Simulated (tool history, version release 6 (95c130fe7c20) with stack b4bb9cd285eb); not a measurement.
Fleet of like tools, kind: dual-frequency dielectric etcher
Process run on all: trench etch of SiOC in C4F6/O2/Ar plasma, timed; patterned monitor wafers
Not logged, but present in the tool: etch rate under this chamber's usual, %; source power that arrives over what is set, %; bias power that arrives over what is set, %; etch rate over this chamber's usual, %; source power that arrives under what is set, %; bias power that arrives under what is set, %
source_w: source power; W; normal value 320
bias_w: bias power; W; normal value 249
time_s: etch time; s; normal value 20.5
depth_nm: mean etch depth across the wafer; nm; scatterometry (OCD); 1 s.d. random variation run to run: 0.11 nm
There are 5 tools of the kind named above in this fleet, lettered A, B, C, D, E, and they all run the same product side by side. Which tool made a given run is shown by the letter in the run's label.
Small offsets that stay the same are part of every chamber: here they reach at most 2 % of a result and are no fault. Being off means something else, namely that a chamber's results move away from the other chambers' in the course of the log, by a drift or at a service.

run	day	source_w	bias_w	time_s	hours since the last wet clean	hours since the last source power generator calibration	hours since the last bias power generator calibration	read-back reference wafer on the same gauge, depth_nm	depth_nm
1B	0.208	320	249	20.5	71.7	851.6	126.0	38.391	43.458
2C	0.538	320	249	20.5	380.8	4367.7	1540.2	38.391	43.364
3A	0.792	320	249	20.5	32.2	1772.7	3017.6	38.382	42.654
4E	1.079	320	249	20.5	315.7	806.5	901.4	38.393	43.798
5D	1.425	320	249	20.5	85.8	2468.8	1356.1	38.423	43.435
# day 1.588: chamber C: source power generator calibrated
6A	1.704	320	249	20.5	54.1	1794.6	3039.5	38.367	42.473
7B	1.908	320	249	20.5	112.5	892.4	166.8	38.398	43.376
8D	2.233	320	249	20.5	105.2	2488.2	1375.5	38.402	43.462
9C	2.588	320	249	20.5	430.0	24.0	1589.4	38.391	43.458
10E	2.867	320	192	20.5	358.6	849.4	944.3	38.429	40.174
# day 2.929: chamber C: wet clean of the chamber
11E	3.146	320	192	20.5	365.3	856.1	951.0	38.382	40.205
12D	3.375	320	192	20.5	132.6	2515.6	1402.9	38.403	39.676
13C	3.708	320	192	20.5	18.7	50.9	1616.3	38.401	39.862
14B	4.017	320	192	20.5	163.1	943.0	217.4	38.386	39.771
15A	4.312	320	249	20.5	116.7	1857.2	3102.1	38.408	42.997
16B	4.600	320	249	20.5	177.1	957.0	231.4	38.406	43.357
17E	4.762	320	249	20.5	404.1	894.9	989.8	38.401	43.850
18C	5.067	320	249	20.5	51.3	83.5	1648.9	38.373	43.302
19D	5.346	320	249	20.5	179.9	2562.9	1450.2	38.407	43.456
20A	5.679	260	249	20.5	149.5	1890.0	3134.9	38.417	39.379
21E	5.892	260	249	20.5	431.2	922.0	1016.9	38.397	40.444
22D	6.246	260	249	20.5	201.5	2584.5	1471.8	38.405	40.188
23B	6.496	260	249	20.5	222.6	1002.5	276.9	38.395	40.057
24A	6.825	260	249	20.5	177.0	1917.5	3162.4	38.376	39.484
25C	6.996	320	230	20.5	97.6	129.8	1695.2	38.395	42.250
26A	7.158	320	230	20.5	185.0	1925.5	3170.4	38.401	41.530
27B	7.475	320	230	20.5	246.1	1026.0	300.4	38.425	42.213
28C	7.746	320	230	20.5	115.6	147.8	1713.2	38.398	42.065
29D	7.904	320	230	20.5	241.3	2624.3	1511.6	38.385	42.286
30E	8.183	380	274	20.5	486.2	977.0	1071.9	38.403	48.197
31D	8.371	380	274	20.5	252.5	2635.5	1522.8	38.407	47.961

One chamber off, gauge drift, or nothing amiss beyond the chambers' own small offsets? If it is a chamber, which one, and what is the likeliest cause?

Nothing is wrong: each chamber keeps only its own small, steady offset and the gauge holds still.

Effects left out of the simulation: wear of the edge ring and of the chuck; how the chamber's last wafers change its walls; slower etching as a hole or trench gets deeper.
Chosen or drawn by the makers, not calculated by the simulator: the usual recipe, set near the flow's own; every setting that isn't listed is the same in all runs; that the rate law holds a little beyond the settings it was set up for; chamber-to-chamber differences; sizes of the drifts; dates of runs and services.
